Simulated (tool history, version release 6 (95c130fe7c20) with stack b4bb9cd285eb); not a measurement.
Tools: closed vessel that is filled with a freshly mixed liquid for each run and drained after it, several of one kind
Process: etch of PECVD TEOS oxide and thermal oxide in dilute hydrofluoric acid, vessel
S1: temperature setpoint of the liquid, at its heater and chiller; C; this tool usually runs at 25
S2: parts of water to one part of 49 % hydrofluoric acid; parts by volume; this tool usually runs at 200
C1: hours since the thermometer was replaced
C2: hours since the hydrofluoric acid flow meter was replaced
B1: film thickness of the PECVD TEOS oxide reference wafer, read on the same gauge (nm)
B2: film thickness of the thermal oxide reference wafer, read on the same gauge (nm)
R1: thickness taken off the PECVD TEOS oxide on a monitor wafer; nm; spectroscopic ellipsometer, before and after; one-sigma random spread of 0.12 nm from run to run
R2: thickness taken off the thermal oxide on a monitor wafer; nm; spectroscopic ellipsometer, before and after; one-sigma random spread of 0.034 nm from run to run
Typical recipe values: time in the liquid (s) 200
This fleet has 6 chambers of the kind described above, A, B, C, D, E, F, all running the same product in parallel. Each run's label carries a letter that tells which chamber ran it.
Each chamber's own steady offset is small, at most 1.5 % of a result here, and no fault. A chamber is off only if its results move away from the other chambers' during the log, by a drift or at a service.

Run 1E, day 0.142: usual settings; C1 1026.2; C2 517.5; B1 79.963; B2 90.001. Result: R1 16.03 nm, R2 4.4914 nm.
Run 2B, day 0.292: usual settings; C1 1355.1; C2 752; B1 79.997; B2 89.996. Result: R1 15.971 nm, R2 4.5421 nm.
Run 3A, day 0.496: usual settings; C1 1313.4; C2 1662.2; B1 80.01; B2 89.996. Result: R1 16.068 nm, R2 4.5161 nm.
Run 4C, day 0.679: usual settings; C1 524; C2 1643.4; B1 80.012; B2 89.98. Result: R1 15.98 nm, R2 4.5513 nm.
Run 5D, day 0.883: usual settings; C1 137.9; C2 1324.9; B1 79.995; B2 89.997. Result: R1 15.986 nm, R2 4.4795 nm.
Run 6F, day 1.096: usual settings; C1 67.2; C2 1256.2; B1 79.985; B2 90.003. Result: R1 16.194 nm, R2 4.515 nm.
Run 7C, day 1.3: usual settings; C1 538.9; C2 1658.3; B1 79.986; B2 90.011. Result: R1 15.848 nm, R2 4.4562 nm.
Run 8A, day 1.517: usual settings but S1 28 C; C1 1337.9; C2 1686.7; B1 80.011; B2 90.022. Result: R1 17.766 nm, R2 5.0038 nm.
Run 9D, day 1.696: usual settings but S1 28 C; C1 157.4; C2 1344.4; B1 79.989; B2 90.003. Result: R1 17.547 nm, R2 5.0231 nm.
Run 10E, day 1.792: usual settings but S1 28 C; C1 1065.8; C2 557.1; B1 80.006; B2 90.008. Result: R1 17.937 nm, R2 4.8897 nm.
Run 11F, day 1.954: usual settings but S1 28 C; C1 87.8; C2 1276.8; B1 79.978; B2 90.016. Result: R1 17.815 nm, R2 5.0512 nm.
Run 12B, day 2.1: usual settings but S1 28 C; C1 1398.5; C2 795.4; B1 80.009; B2 90.017. Result: R1 17.746 nm, R2 5.0498 nm.
Run 13D, day 2.296: usual settings but S1 28 C; C1 171.8; C2 1358.8; B1 79.99; B2 89.984. Result: R1 17.798 nm, R2 5.084 nm.
Run 14C, day 2.462: usual settings but S2 130 parts by volume, time in the liquid (s) 280; C1 566.8; C2 1686.2; B1 79.972; B2 89.982. Result: R1 37.334 nm, R2 10.597 nm.
Run 15B, day 2.662: usual settings but S2 130 parts by volume, time in the liquid (s) 280; C1 1412; C2 808.9; B1 79.988; B2 90.005. Result: R1 37.576 nm, R2 10.471 nm.
Run 16F, day 2.767: usual settings but S2 130 parts by volume, time in the liquid (s) 280; C1 107.3; C2 1296.3; B1 80.001; B2 90.007. Result: R1 37.741 nm, R2 10.407 nm.
Run 17E, day 2.9: usual settings but S2 130 parts by volume, time in the liquid (s) 280; C1 1092.4; C2 583.7; B1 80.004; B2 90.007. Result: R1 37.224 nm, R2 10.563 nm.
Run 18A, day 3.05: usual settings but S2 130 parts by volume, time in the liquid (s) 280; C1 1374.7; C2 1723.5; B1 80.009; B2 89.989. Result: R1 36.37 nm, R2 10.429 nm.
Run 19E, day 3.208: usual settings but S2 130 parts by volume, time in the liquid (s) 280; C1 1099.8; C2 591.1; B1 79.99; B2 89.992. Result: R1 37.002 nm, R2 10.439 nm.
Run 20F, day 3.342: usual settings; C1 121.1; C2 1310.1; B1 79.99; B2 89.986. Result: R1 15.946 nm, R2 4.4931 nm.
Run 21A, day 3.458: usual settings but S1 27 C, S2 240 parts by volume; C1 1384.5; C2 1733.3; B1 79.998; B2 90.008. Result: R1 13.677 nm, R2 3.8423 nm.
Run 22B, day 3.638: usual settings but S1 27 C, S2 240 parts by volume; C1 1435.4; C2 832.3; B1 79.994; B2 90.009. Result: R1 13.471 nm, R2 3.8281 nm.
Run 23D, day 3.788: usual settings but S1 27 C, S2 240 parts by volume; C1 207.6; C2 1394.6; B1 80.043; B2 90.023. Result: R1 13.681 nm, R2 3.8953 nm.
Run 24C, day 3.95: usual settings but S1 27 C, S2 240 parts by volume; C1 602.5; C2 1721.9; B1 80.014; B2 89.998. Result: R1 13.847 nm, R2 3.8875 nm.
Run 25E, day 4.083: usual settings but S1 27 C, S2 240 parts by volume; C1 1120.8; C2 612.1; B1 80.013; B2 90. Result: R1 13.504 nm, R2 3.798 nm.
Run 26A, day 4.183: usual settings but S1 27 C, S2 240 parts by volume; C1 1401.9; C2 1750.7; B1 80.008; B2 90.012. Result: R1 13.537 nm, R2 3.8696 nm.
Run 27B, day 4.292: usual settings; C1 1451.1; C2 848; B1 79.996; B2 90.02. Result: R1 15.761 nm, R2 4.4577 nm.
Run 28D, day 4.433: usual settings; C1 223.1; C2 1410.1; B1 80.019; B2 90.019. Result: R1 15.789 nm, R2 4.527 nm.
Run 29C, day 4.642: usual settings; C1 619.1; C2 1738.5; B1 79.984; B2 90.029. Result: R1 16.14 nm, R2 4.4482 nm.
Run 30F, day 4.862: usual settings; C1 157.6; C2 1346.6; B1 79.975; B2 90.01. Result: R1 15.785 nm, R2 4.4825 nm.
Run 31A, day 4.983: usual settings but S1 23 C, time in the liquid (s) 95; C1 1421.1; C2 1769.9; B1 80.023; B2 90.027. Result: R1 6.9344 nm, R2 1.9811 nm.
Run 32D, day 5.079: usual settings but S1 23 C, time in the liquid (s) 95; C1 238.6; C2 1425.6; B1 80.019; B2 90.002. Result: R1 7.0477 nm, R2 2.0247 nm.
Run 33B, day 5.188: usual settings but S1 23 C, time in the liquid (s) 95; C1 1472.6; C2 869.5; B1 79.976; B2 90.002. Result: R1 6.9649 nm, R2 1.9597 nm.
Run 34C, day 5.333: usual settings but S1 23 C, time in the liquid (s) 95; C1 635.7; C2 1755.1; B1 80.003; B2 89.992. Result: R1 7.0431 nm, R2 1.9996 nm.
Run 35E, day 5.446: usual settings but S1 23 C, time in the liquid (s) 95; C1 1153.5; C2 644.8; B1 80.021; B2 89.987. Result: R1 7.0816 nm, R2 1.9457 nm.
Run 36F, day 5.625: usual settings but S1 23 C, time in the liquid (s) 95; C1 175.9; C2 1364.9; B1 80.008; B2 89.998. Result: R1 7.1204 nm, R2 1.9745 nm.
Run 37B, day 5.75: usual settings; C1 1486.1; C2 883; B1 80.018; B2 90.026. Result: R1 15.848 nm, R2 4.4849 nm.
Run 38C, day 5.85: usual settings; C1 648.1; C2 1767.5; B1 79.991; B2 90.001. Result: R1 16.075 nm, R2 4.4558 nm.
Run 39F, day 5.962: usual settings; C1 184; C2 1373; B1 80.002; B2 90.006. Result: R1 16.199 nm, R2 4.5387 nm.
Run 40E, day 6.117: usual settings; C1 1169.6; C2 660.9; B1 80.024; B2 90.008. Result: R1 16.155 nm, R2 4.4302 nm.
Run 41A, day 6.212: usual settings; C1 1450.6; C2 1799.4; B1 79.988; B2 90.035. Result: R1 15.891 nm, R2 4.4783 nm.
Run 42D, day 6.321: usual settings; C1 268.4; C2 1455.4; B1 80.03; B2 89.986. Result: R1 15.942 nm, R2 4.5672 nm.
Run 43A, day 6.529: usual settings; C1 1458.2; C2 1807; B1 80.007; B2 90.012. Result: R1 16.121 nm, R2 4.5305 nm.
Run 44F, day 6.738: usual settings; C1 202.6; C2 1391.6; B1 80.008; B2 89.982. Result: R1 16.191 nm, R2 4.4286 nm.

All 6 chambers run these settings next. Forecast each chamber's results:
Run 45A, day 6.896: usual settings but time in the liquid (s) 270. Result: R1 ?, R2 ?.
Run 45B, day 6.896: usual settings but time in the liquid (s) 270. Result: R1 ?, R2 ?.
Run 45C, day 6.896: usual settings but time in the liquid (s) 270. Result: R1 ?, R2 ?.
Run 45D, day 6.896: usual settings but time in the liquid (s) 270. Result: R1 ?, R2 ?.
Run 45E, day 6.896: usual settings but time in the liquid (s) 270. Result: R1 ?, R2 ?.
Run 45F, day 6.896: usual settings but time in the liquid (s) 270. Result: R1 ?, R2 ?.

run      R1      R2
45A  21.703  6.1358
45B  21.445  6.0988
45C  21.734  6.1235
45D  21.584  6.0993
45E  21.602   5.978
45F  21.746  6.0045
